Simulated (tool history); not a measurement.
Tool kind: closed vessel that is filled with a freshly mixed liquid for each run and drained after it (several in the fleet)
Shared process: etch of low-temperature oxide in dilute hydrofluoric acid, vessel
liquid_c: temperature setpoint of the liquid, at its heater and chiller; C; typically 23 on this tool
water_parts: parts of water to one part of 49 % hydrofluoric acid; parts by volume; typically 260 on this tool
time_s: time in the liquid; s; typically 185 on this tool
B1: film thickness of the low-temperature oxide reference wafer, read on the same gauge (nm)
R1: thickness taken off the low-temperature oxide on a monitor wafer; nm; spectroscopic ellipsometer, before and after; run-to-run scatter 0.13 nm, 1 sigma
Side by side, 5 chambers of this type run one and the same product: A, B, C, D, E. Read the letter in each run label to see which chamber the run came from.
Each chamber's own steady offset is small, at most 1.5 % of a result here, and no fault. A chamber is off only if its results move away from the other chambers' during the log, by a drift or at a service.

run 1D day=0.283 | liquid_c=23 water_parts=260 time_s=185 | B1=90.028 | R1=15.968
run 2B day=0.508 | liquid_c=23 water_parts=260 time_s=185 | B1=90.01 | R1=15.969
run 3E day=0.725 | liquid_c=23 water_parts=260 time_s=185 | B1=89.99 | R1=15.946
-- day=0.846 chamber B: thermometer replaced
run 4A day=1.004 | liquid_c=23 water_parts=260 time_s=185 | B1=90.01 | R1=15.664
run 5C day=1.254 | liquid_c=23 water_parts=260 time_s=185 | B1=90 | R1=15.795
run 6B day=1.662 | liquid_c=23 water_parts=260 time_s=185 | B1=90.039 | R1=16.18
run 7E day=2 | liquid_c=26 water_parts=260 time_s=185 | B1=89.938 | R1=17.794
run 8A day=2.292 | liquid_c=26 water_parts=260 time_s=185 | B1=89.972 | R1=17.494
run 9D day=2.504 | liquid_c=26 water_parts=260 time_s=185 | B1=90.018 | R1=17.395
run 10C day=2.971 | liquid_c=26 water_parts=260 time_s=185 | B1=90.043 | R1=17.693
run 11B day=3.425 | liquid_c=26 water_parts=260 time_s=185 | B1=89.984 | R1=17.845
run 12C day=3.829 | liquid_c=23 water_parts=260 time_s=100 | B1=89.949 | R1=8.5912
run 13A day=4.138 | liquid_c=23 water_parts=260 time_s=100 | B1=89.953 | R1=8.4923
run 14D day=4.479 | liquid_c=23 water_parts=260 time_s=100 | B1=90.021 | R1=8.6247
run 15E day=4.912 | liquid_c=23 water_parts=260 time_s=100 | B1=89.996 | R1=8.5207
run 16A day=5.388 | liquid_c=23 water_parts=260 time_s=100 | B1=90.031 | R1=8.5298
run 17C day=5.821 | liquid_c=23 water_parts=260 time_s=185 | B1=90.042 | R1=15.73
run 18B day=6.05 | liquid_c=23 water_parts=260 time_s=185 | B1=89.99 | R1=16.181
run 19E day=6.35 | liquid_c=23 water_parts=260 time_s=185 | B1=90.023 | R1=15.671
run 20D day=6.65 | liquid_c=23 water_parts=260 time_s=185 | B1=89.99 | R1=15.936
run 21E day=6.925 | liquid_c=23 water_parts=260 time_s=185 | B1=90.002 | R1=15.894
run 22A day=7.175 | liquid_c=23 water_parts=260 time_s=185 | B1=89.991 | R1=15.8
run 23C day=7.558 | liquid_c=23 water_parts=260 time_s=185 | B1=89.993 | R1=15.746
run 24B day=7.929 | liquid_c=23 water_parts=260 time_s=185 | B1=90 | R1=16.165
-- day=8.079 chamber A: hydrofluoric acid flow meter replaced
run 25D day=8.133 | liquid_c=23 water_parts=260 time_s=185 | B1=89.973 | R1=15.788
run 26B day=8.35 | liquid_c=23 water_parts=260 time_s=185 | B1=89.986 | R1=16.082
run 27C day=8.654 | liquid_c=23 water_parts=260 time_s=185 | B1=89.941 | R1=15.803
run 28E day=9.008 | liquid_c=23 water_parts=260 time_s=185 | B1=89.984 | R1=15.934
run 29A day=9.367 | liquid_c=23 water_parts=260 time_s=185 | B1=89.985 | R1=15.614
run 30D day=9.592 | liquid_c=23 water_parts=260 time_s=185 | B1=90.008 | R1=15.618
-- day=9.804 chamber E: hydrofluoric acid flow meter replaced
run 31E day=10.025 | liquid_c=23 water_parts=260 time_s=185 | B1=89.992 | R1=15.722
run 32A day=10.429 | liquid_c=23 water_parts=260 time_s=185 | B1=90.012 | R1=15.732
run 33C day=10.879 | liquid_c=23 water_parts=260 time_s=185 | B1=90.022 | R1=15.79

Each of the 5 chambers runs these same settings next. Fill in every chamber's results:
run 34A day=11.221 | liquid_c=23 water_parts=260 time_s=255 | R1=?
run 34B day=11.221 | liquid_c=23 water_parts=260 time_s=255 | R1=?
run 34C day=11.221 | liquid_c=23 water_parts=260 time_s=255 | R1=?
run 34D day=11.221 | liquid_c=23 water_parts=260 time_s=255 | R1=?
run 34E day=11.221 | liquid_c=23 water_parts=260 time_s=255 | R1=?

run=34A R1=21.804
run=34B R1=22.23
run=34C R1=22.015
run=34D R1=21.985
run=34E R1=21.943
